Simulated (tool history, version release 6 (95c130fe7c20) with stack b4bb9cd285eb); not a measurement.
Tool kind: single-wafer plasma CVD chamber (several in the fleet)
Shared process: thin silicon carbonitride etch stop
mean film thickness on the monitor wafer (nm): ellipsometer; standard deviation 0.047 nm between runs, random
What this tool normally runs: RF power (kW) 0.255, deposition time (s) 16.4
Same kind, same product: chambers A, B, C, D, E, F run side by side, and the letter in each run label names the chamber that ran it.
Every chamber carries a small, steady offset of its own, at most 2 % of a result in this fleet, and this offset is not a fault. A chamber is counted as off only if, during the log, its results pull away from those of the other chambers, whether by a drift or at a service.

run	hour	RF power (kW)	deposition time (s)	read-back reference wafer on the same gauge, thickness_nm	mean film thickness on the monitor wafer (nm)
1F	7.8	0.255	16.4	11.299	9.9865
2E	23	0.255	16.4	11.315	10.188
3B	30.8	0.255	16.4	11.291	10.014
4D	41.8	0.255	16.4	11.302	9.9223
5C	49.8	0.22	16.4	11.296	9.6773
6A	61.4	0.22	16.4	11.289	9.7103
7A	75.5	0.22	16.4	11.288	9.6818
8D	82.7	0.22	16.4	11.299	9.452
# hour 94.6: chamber E: RF generator calibrated
9C	98.1	0.22	16.4	11.313	9.7001
10E	107.9	0.22	16.4	11.31	9.6273
# hour 122.3: chamber B: RF generator calibrated
11F	122.6	0.225	13.8	11.299	8.1411
12B	137.7	0.225	13.8	11.282	8.0972
13F	147.6	0.225	13.8	11.31	8.0839
14E	157.3	0.225	13.8	11.292	8.116
15D	172.4	0.225	13.8	11.294	8.0074
16A	182.1	0.225	13.8	11.319	8.2123
17B	190.5	0.22	17.9	11.297	10.358
18C	200	0.22	17.9	11.289	10.608
19F	213.8	0.22	17.9	11.293	10.387
20B	227	0.22	17.9	11.299	10.405
21E	235.2	0.22	17.9	11.296	10.503
22D	246	0.22	17.9	11.291	10.255
23C	261	0.29	13.5	11.302	8.6594
24A	268.7	0.29	13.5	11.295	8.7446
25A	279.9	0.29	13.5	11.313	8.661
26E	293	0.29	13.5	11.303	8.6239
27D	304.9	0.29	13.5	11.296	8.3915
28C	315.2	0.29	13.5	11.304	8.6764
29B	330.4	0.255	16.4	11.293	9.9348
30F	337.5	0.255	16.4	11.295	9.8509
31C	347.6	0.255	16.4	11.305	10.166
32D	362.8	0.255	16.4	11.293	9.8304
33E	373	0.255	16.4	11.31	10.139
34B	382.4	0.255	16.4	11.304	9.968
35F	397.3	0.255	16.4	11.287	9.935
36A	411	0.255	16.4	11.29	10.106
37D	424.4	0.255	16.4	11.313	9.8789
38A	436.9	0.255	18.8	11.3	11.557
39F	452	0.255	18.8	11.302	11.451
40C	460.3	0.255	18.8	11.308	11.608
41B	469.1	0.255	18.8	11.297	11.44
42E	483.6	0.255	18.8	11.292	11.553

Read the log: is a single chamber off, either drifting away or since a service, is the gauge that measures every chamber drifting, or is nothing wrong beyond small per-chamber offsets? Name any odd chamber and what most likely caused it.

All chambers stay in line apart from their small fixed offsets, and the gauge does not drift.
